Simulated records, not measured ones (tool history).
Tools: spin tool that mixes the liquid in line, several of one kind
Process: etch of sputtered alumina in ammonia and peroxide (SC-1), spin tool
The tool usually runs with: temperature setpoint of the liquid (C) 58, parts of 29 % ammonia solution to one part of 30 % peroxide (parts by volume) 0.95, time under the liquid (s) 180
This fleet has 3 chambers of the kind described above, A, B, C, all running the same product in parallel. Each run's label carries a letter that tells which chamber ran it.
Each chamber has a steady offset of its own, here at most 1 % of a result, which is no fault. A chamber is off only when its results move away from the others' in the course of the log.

| run | hour | temperature setpoint of the liquid (C) | parts of 29 % ammonia solution to one part of 30 % peroxide (parts by volume) | time under the liquid (s) | read-back film thickness of the sputtered alumina reference wafer, read on the same gauge (nm) | thickness taken off the sputtered alumina on a monitor wafer (angstrom) |
|---|---|---|---|---|---|---|
| 1B | 12.4 | 58 | 0.95 | 180 | 59.993 | 131.35 |
| 2A | 20.1 | 58 | 0.95 | 180 | 59.977 | 131.53 |
| 3C | 33 | 58 | 0.95 | 180 | 59.993 | 133.13 |
| 4C | 43.6 | 58 | 0.95 | 180 | 60.031 | 132.03 |
| 5B | 57.6 | 53.5 | 0.95 | 180 | 59.982 | 102.56 |
| 6A | 70.9 | 53.5 | 0.95 | 180 | 59.981 | 104.16 |
| 7A | 84.9 | 53.5 | 0.95 | 180 | 59.995 | 104.28 |
| 8C | 94.1 | 58 | 0.95 | 180 | 60.021 | 131.04 |
| 9B | 101.7 | 58 | 1.15 | 260 | 60.011 | 189.76 |
|  | 107.9 | chamber A: new drum of ammonia solution connected |
| 10B | 116 | 58 | 1.15 | 260 | 59.999 | 188.93 |
| 11A | 129.9 | 58 | 1.15 | 260 | 59.996 | 192.99 |
| 12C | 145.1 | 61 | 0.7 | 180 | 60.01 | 150.24 |
|  | 148.8 | chamber B: new drum of ammonia solution connected |
| 13B | 154.7 | 61 | 0.7 | 180 | 59.994 | 145.03 |
| 14A | 169.4 | 61 | 0.7 | 180 | 60.007 | 148.81 |
| 15C | 177.3 | 58 | 0.95 | 180 | 60.024 | 130.36 |
| 16B | 186.6 | 58 | 0.95 | 180 | 59.976 | 128.47 |
| 17C | 195.2 | 58 | 0.95 | 180 | 60.011 | 131.56 |
|  | 203.1 | chamber C: ammonia flow meter replaced |
| 18A | 206.8 | 58 | 0.95 | 180 | 60.013 | 132.23 |
| 19A | 213.5 | 58 | 0.95 | 180 | 60.011 | 132.39 |
| 20B | 223 | 58 | 0.95 | 180 | 59.994 | 127.41 |
| 21C | 232.8 | 67 | 0.7 | 180 | 59.961 | 203.8 |
| 22B | 241.8 | 67 | 0.7 | 180 | 59.99 | 191.67 |
| 23A | 256.1 | 67 | 0.7 | 180 | 60.001 | 199.12 |
| 24C | 271.1 | 58 | 0.95 | 180 | 60.031 | 130.88 |

Next, every chamber runs the same settings. What will each give?
| 25A | 282.3 | 58 | 0.95 | 180 |  | ? |
| 25B | 282.3 | 58 | 0.95 | 180 |  | ? |
| 25C | 282.3 | 58 | 0.95 | 180 |  | ? |

| run | thickness taken off the sputtered alumina on a monitor wafer (angstrom) |
|---|---|
| 25A | 131.31 |
| 25B | 125.05 |
| 25C | 132.09 |
